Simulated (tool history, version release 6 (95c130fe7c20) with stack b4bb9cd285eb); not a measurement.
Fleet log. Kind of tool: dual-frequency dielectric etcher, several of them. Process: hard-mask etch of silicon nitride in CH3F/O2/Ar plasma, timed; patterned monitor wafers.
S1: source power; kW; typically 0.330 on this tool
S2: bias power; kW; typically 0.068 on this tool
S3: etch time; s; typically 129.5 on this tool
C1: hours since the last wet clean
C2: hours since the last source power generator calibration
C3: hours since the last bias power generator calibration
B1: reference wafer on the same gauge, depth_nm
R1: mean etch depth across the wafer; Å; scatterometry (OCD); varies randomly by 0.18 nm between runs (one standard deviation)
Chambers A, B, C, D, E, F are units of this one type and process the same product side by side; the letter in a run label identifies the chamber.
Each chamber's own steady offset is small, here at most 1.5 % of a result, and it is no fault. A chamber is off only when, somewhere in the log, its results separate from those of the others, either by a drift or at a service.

run	day	S1	S2	S3	C1	C2	C3	B1	R1
1B	0.296	0.330	0.068	129.5	398.5	625.3	1691.4	93.203	837.82
2A	0.512	0.330	0.068	129.5	69.1	2036.8	1246.9	93.231	818.60
3F	0.767	0.330	0.068	129.5	249.6	4539.1	2724.1	93.228	828.37
4D	0.979	0.330	0.068	129.5	300.5	820.1	1368.2	93.184	825.95
# day 1.158: chamber B: wet clean of the chamber
5E	1.350	0.330	0.068	129.5	72.2	2452.7	104.0	93.200	835.75
6C	1.729	0.330	0.068	129.5	164.5	808.9	2383.0	93.174	813.38
7E	2.083	0.330	0.057	145.5	89.8	2470.3	121.6	93.250	881.47
8C	2.408	0.330	0.057	145.5	180.8	825.2	2399.3	93.195	863.03
# day 2.688: chamber F: source power generator calibrated
9A	2.712	0.330	0.057	145.5	121.9	2089.6	1299.7	93.208	868.91
10B	3.112	0.330	0.057	145.5	47.0	692.9	1759.0	93.215	888.65
11D	3.404	0.330	0.057	145.5	358.7	878.3	1426.4	93.226	875.60
12F	3.588	0.330	0.057	145.5	317.3	21.7	2791.8	93.254	875.93
13A	3.817	0.330	0.068	129.5	148.4	2116.1	1326.2	93.197	817.84
14F	4.033	0.330	0.068	129.5	328.0	32.4	2802.5	93.215	827.12
15B	4.308	0.330	0.068	129.5	75.7	721.6	1787.7	93.215	835.20
16D	4.488	0.330	0.068	129.5	384.7	904.3	1452.4	93.221	823.67
17E	4.825	0.330	0.068	129.5	155.6	2536.1	187.4	93.190	832.24
18C	5.079	0.370	0.059	129.5	244.9	889.3	2463.4	93.110	814.17
19B	5.333	0.370	0.059	129.5	100.3	746.2	1812.3	93.223	829.61
20C	5.546	0.370	0.059	129.5	256.1	900.5	2474.6	93.152	814.37
# day 5.750: chamber F: wet clean of the chamber
21E	5.871	0.370	0.059	129.5	180.7	2561.2	212.5	93.227	830.70
22F	6.167	0.370	0.059	129.5	10.1	83.6	2853.7	93.160	802.09
23A	6.404	0.370	0.059	129.5	210.5	2178.2	1388.3	93.162	818.46
24D	6.617	0.330	0.068	129.5	435.8	955.4	1503.5	93.185	824.26
25A	6.858	0.330	0.068	129.5	221.4	2189.1	1399.2	93.156	824.08
26F	7.221	0.330	0.068	129.5	35.4	108.9	2879.0	93.153	807.67
27C	7.612	0.330	0.068	129.5	305.7	950.1	2524.2	93.174	815.44
28E	7.829	0.310	0.068	148.0	227.7	2608.2	259.5	93.175	928.73
29B	8.088	0.310	0.068	148.0	166.4	812.3	1878.4	93.134	929.03
# day 8.217: chamber A: bias power generator calibrated
30D	8.367	0.310	0.068	148.0	477.8	997.4	1545.5	93.202	923.86
31B	8.588	0.310	0.068	148.0	178.4	824.3	1890.4	93.189	931.17
32E	8.871	0.310	0.068	148.0	252.7	2633.2	284.5	93.183	931.62
33D	9.279	0.310	0.068	148.0	499.7	1019.3	1567.4	93.171	925.04
34F	9.567	0.330	0.068	129.5	91.7	165.2	2935.3	93.210	803.40
35A	9.888	0.330	0.068	129.5	294.1	2261.8	40.2	93.197	818.38
36C	10.233	0.330	0.068	129.5	368.6	1013.0	2587.1	93.194	813.06
37E	10.475	0.330	0.068	129.5	291.2	2671.7	323.0	93.156	833.31
38F	10.775	0.330	0.068	129.5	120.7	194.2	2964.3	93.203	806.03
# day 10.942: chamber D: wet clean of the chamber
39B	11.033	0.330	0.068	129.5	237.1	883.0	1949.1	93.195	836.62
40A	11.321	0.330	0.068	129.5	328.5	2296.2	74.6	93.182	818.58
41C	11.525	0.330	0.068	129.5	399.6	1044.0	2618.1	93.168	815.53
42D	11.721	0.330	0.068	129.5	18.7	1077.9	1626.0	93.167	828.22

Next, every chamber runs the same settings. What will each give?
43A	12.012	0.330	0.068	129.5					?
43B	12.012	0.330	0.068	129.5					?
43C	12.012	0.330	0.068	129.5					?
43D	12.012	0.330	0.068	129.5					?
43E	12.012	0.330	0.068	129.5					?
43F	12.012	0.330	0.068	129.5					?

run	R1
43A	819.91
43B	837.27
43C	813.62
43D	827.06
43E	833.08
43F	802.46
